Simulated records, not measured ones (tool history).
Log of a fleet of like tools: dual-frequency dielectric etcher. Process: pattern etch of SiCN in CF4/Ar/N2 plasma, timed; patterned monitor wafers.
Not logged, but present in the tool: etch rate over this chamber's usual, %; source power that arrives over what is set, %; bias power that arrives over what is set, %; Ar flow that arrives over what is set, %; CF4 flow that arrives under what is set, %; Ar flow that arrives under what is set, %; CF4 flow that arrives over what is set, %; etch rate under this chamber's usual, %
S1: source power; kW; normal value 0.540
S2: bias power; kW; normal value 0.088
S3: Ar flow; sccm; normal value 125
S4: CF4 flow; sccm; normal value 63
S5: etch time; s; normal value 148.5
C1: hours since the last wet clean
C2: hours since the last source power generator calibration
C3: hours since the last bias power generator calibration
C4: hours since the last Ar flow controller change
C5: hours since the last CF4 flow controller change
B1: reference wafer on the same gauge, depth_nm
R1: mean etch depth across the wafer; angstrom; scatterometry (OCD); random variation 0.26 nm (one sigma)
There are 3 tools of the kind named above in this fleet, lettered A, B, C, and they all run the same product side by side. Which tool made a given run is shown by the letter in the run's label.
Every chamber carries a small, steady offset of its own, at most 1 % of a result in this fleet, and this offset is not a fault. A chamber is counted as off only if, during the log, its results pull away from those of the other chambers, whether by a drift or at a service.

run 1A hour=6.4 | S1=0.540 S2=0.088 S3=125 S4=63 S5=148.5 | C1=109.9 C2=1095.9 C3=1472.8 C4=3949.1 C5=1975.5 | B1=160.03 | R1=1518.1
run 2B hour=18.6 | S1=0.540 S2=0.088 S3=125 S4=63 S5=148.5 | C1=79.0 C2=1053.4 C3=1753.3 C4=1352.8 C5=2423.0 | B1=159.98 | R1=1543.9
run 3C hour=29.6 | S1=0.540 S2=0.088 S3=125 S4=63 S5=148.5 | C1=292.5 C2=2589.8 C3=108.8 C4=990.2 C5=486.6 | B1=160.02 | R1=1531.3
run 4A hour=42.1 | S1=0.540 S2=0.088 S3=125 S4=63 S5=148.5 | C1=145.6 C2=1131.6 C3=1508.5 C4=3984.8 C5=2011.2 | B1=159.91 | R1=1518.1
run 5C hour=56.6 | S1=0.540 S2=0.088 S3=125 S4=63 S5=148.5 | C1=319.5 C2=2616.8 C3=135.8 C4=1017.2 C5=513.6 | B1=159.79 | R1=1534.3
run 6B hour=67.3 | S1=0.540 S2=0.088 S3=125 S4=63 S5=148.5 | C1=127.7 C2=1102.1 C3=1802.0 C4=1401.5 C5=2471.7 | B1=159.81 | R1=1545.1
run 7B hour=74.5 | S1=0.540 S2=0.088 S3=125 S4=63 S5=148.5 | C1=134.9 C2=1109.3 C3=1809.2 C4=1408.7 C5=2478.9 | B1=159.87 | R1=1544.0
run 8A hour=86.1 | S1=0.540 S2=0.088 S3=125 S4=63 S5=148.5 | C1=189.6 C2=1175.6 C3=1552.5 C4=4028.8 C5=2055.2 | B1=159.72 | R1=1515.4
-- hour=94.0 chamber C: wet clean of the chamber
run 9C hour=96.9 | S1=0.540 S2=0.088 S3=125 S4=63 S5=148.5 | C1=3.0 C2=2657.1 C3=176.1 C4=1057.5 C5=553.9 | B1=159.67 | R1=1533.2
run 10C hour=109.6 | S1=0.540 S2=0.088 S3=125 S4=63 S5=148.5 | C1=15.7 C2=2669.8 C3=188.8 C4=1070.2 C5=566.6 | B1=159.63 | R1=1531.8
run 11A hour=119.3 | S1=0.540 S2=0.088 S3=125 S4=63 S5=148.5 | C1=222.8 C2=1208.8 C3=1585.7 C4=4062.0 C5=2088.4 | B1=159.65 | R1=1513.9
run 12B hour=132.9 | S1=0.540 S2=0.088 S3=125 S4=63 S5=148.5 | C1=193.3 C2=1167.7 C3=1867.6 C4=1467.1 C5=2537.3 | B1=159.62 | R1=1536.2
run 13B hour=147.2 | S1=0.540 S2=0.088 S3=125 S4=63 S5=148.5 | C1=207.6 C2=1182.0 C3=1881.9 C4=1481.4 C5=2551.6 | B1=159.56 | R1=1538.3
run 14A hour=160.2 | S1=0.540 S2=0.088 S3=125 S4=63 S5=148.5 | C1=263.7 C2=1249.7 C3=1626.6 C4=4102.9 C5=2129.3 | B1=159.53 | R1=1511.9
run 15C hour=173.7 | S1=0.660 S2=0.088 S3=125 S4=55 S5=148.5 | C1=79.8 C2=2733.9 C3=252.9 C4=1134.3 C5=630.7 | B1=159.48 | R1=1789.1
run 16B hour=181.3 | S1=0.660 S2=0.088 S3=125 S4=55 S5=148.5 | C1=241.7 C2=1216.1 C3=1916.0 C4=1515.5 C5=2585.7 | B1=159.44 | R1=1788.5
run 17C hour=194.9 | S1=0.660 S2=0.088 S3=125 S4=55 S5=148.5 | C1=101.0 C2=2755.1 C3=274.1 C4=1155.5 C5=651.9 | B1=159.40 | R1=1782.4
run 18A hour=204.1 | S1=0.540 S2=0.088 S3=125 S4=63 S5=148.5 | C1=307.6 C2=1293.6 C3=1670.5 C4=4146.8 C5=2173.2 | B1=159.43 | R1=1513.5
run 19B hour=218.7 | S1=0.540 S2=0.088 S3=125 S4=63 S5=148.5 | C1=279.1 C2=1253.5 C3=1953.4 C4=1552.9 C5=2623.1 | B1=159.36 | R1=1535.4
run 20A hour=231.6 | S1=0.540 S2=0.088 S3=125 S4=63 S5=148.5 | C1=335.1 C2=1321.1 C3=1698.0 C4=4174.3 C5=2200.7 | B1=159.31 | R1=1512.8
run 21C hour=240.5 | S1=0.540 S2=0.088 S3=125 S4=63 S5=148.5 | C1=146.6 C2=2800.7 C3=319.7 C4=1201.1 C5=697.5 | B1=159.17 | R1=1527.1
run 22B hour=253.9 | S1=0.540 S2=0.088 S3=125 S4=63 S5=148.5 | C1=314.3 C2=1288.7 C3=1988.6 C4=1588.1 C5=2658.3 | B1=159.30 | R1=1534.9
run 23A hour=267.6 | S1=0.540 S2=0.088 S3=125 S4=63 S5=148.5 | C1=371.1 C2=1357.1 C3=1734.0 C4=4210.3 C5=2236.7 | B1=159.22 | R1=1510.7
run 24C hour=278.2 | S1=0.540 S2=0.088 S3=125 S4=63 S5=148.5 | C1=184.3 C2=2838.4 C3=357.4 C4=1238.8 C5=735.2 | B1=159.16 | R1=1524.8
run 25B hour=289.9 | S1=0.540 S2=0.088 S3=125 S4=63 S5=148.5 | C1=350.3 C2=1324.7 C3=2024.6 C4=1624.1 C5=2694.3 | B1=159.15 | R1=1537.4
run 26A hour=301.1 | S1=0.540 S2=0.088 S3=125 S4=63 S5=148.5 | C1=404.6 C2=1390.6 C3=1767.5 C4=4243.8 C5=2270.2 | B1=159.10 | R1=1510.5
run 27C hour=313.9 | S1=0.540 S2=0.088 S3=125 S4=63 S5=148.5 | C1=220.0 C2=2874.1 C3=393.1 C4=1274.5 C5=770.9 | B1=159.05 | R1=1529.2
run 28A hour=323.6 | S1=0.540 S2=0.088 S3=125 S4=63 S5=148.5 | C1=427.1 C2=1413.1 C3=1790.0 C4=4266.3 C5=2292.7 | B1=159.07 | R1=1508.8
run 29C hour=332.3 | S1=0.540 S2=0.088 S3=125 S4=63 S5=148.5 | C1=238.4 C2=2892.5 C3=411.5 C4=1292.9 C5=789.3 | B1=158.99 | R1=1526.6
run 30B hour=343.8 | S1=0.540 S2=0.088 S3=125 S4=63 S5=148.5 | C1=404.2 C2=1378.6 C3=2078.5 C4=1678.0 C5=2748.2 | B1=159.00 | R1=1534.6
-- hour=351.6 chamber A: Ar flow controller replaced
run 31B hour=353.4 | S1=0.540 S2=0.088 S3=125 S4=68 S5=165.5 | C1=413.8 C2=1388.2 C3=2088.1 C4=1687.6 C5=2757.8 | B1=159.03 | R1=1733.0
run 32A hour=364.3 | S1=0.540 S2=0.088 S3=125 S4=68 S5=165.5 | C1=467.8 C2=1453.8 C3=1830.7 C4=12.8 C5=2333.4 | B1=158.86 | R1=1699.6

Is one chamber off against the others, does the gauge drift, or is nothing wrong? If a chamber is off, say which, and what the likeliest cause is.

Gauge drift. The chambers move together only on paper, and none stands off.
Cause: gauge reads low (%) = 0.695.
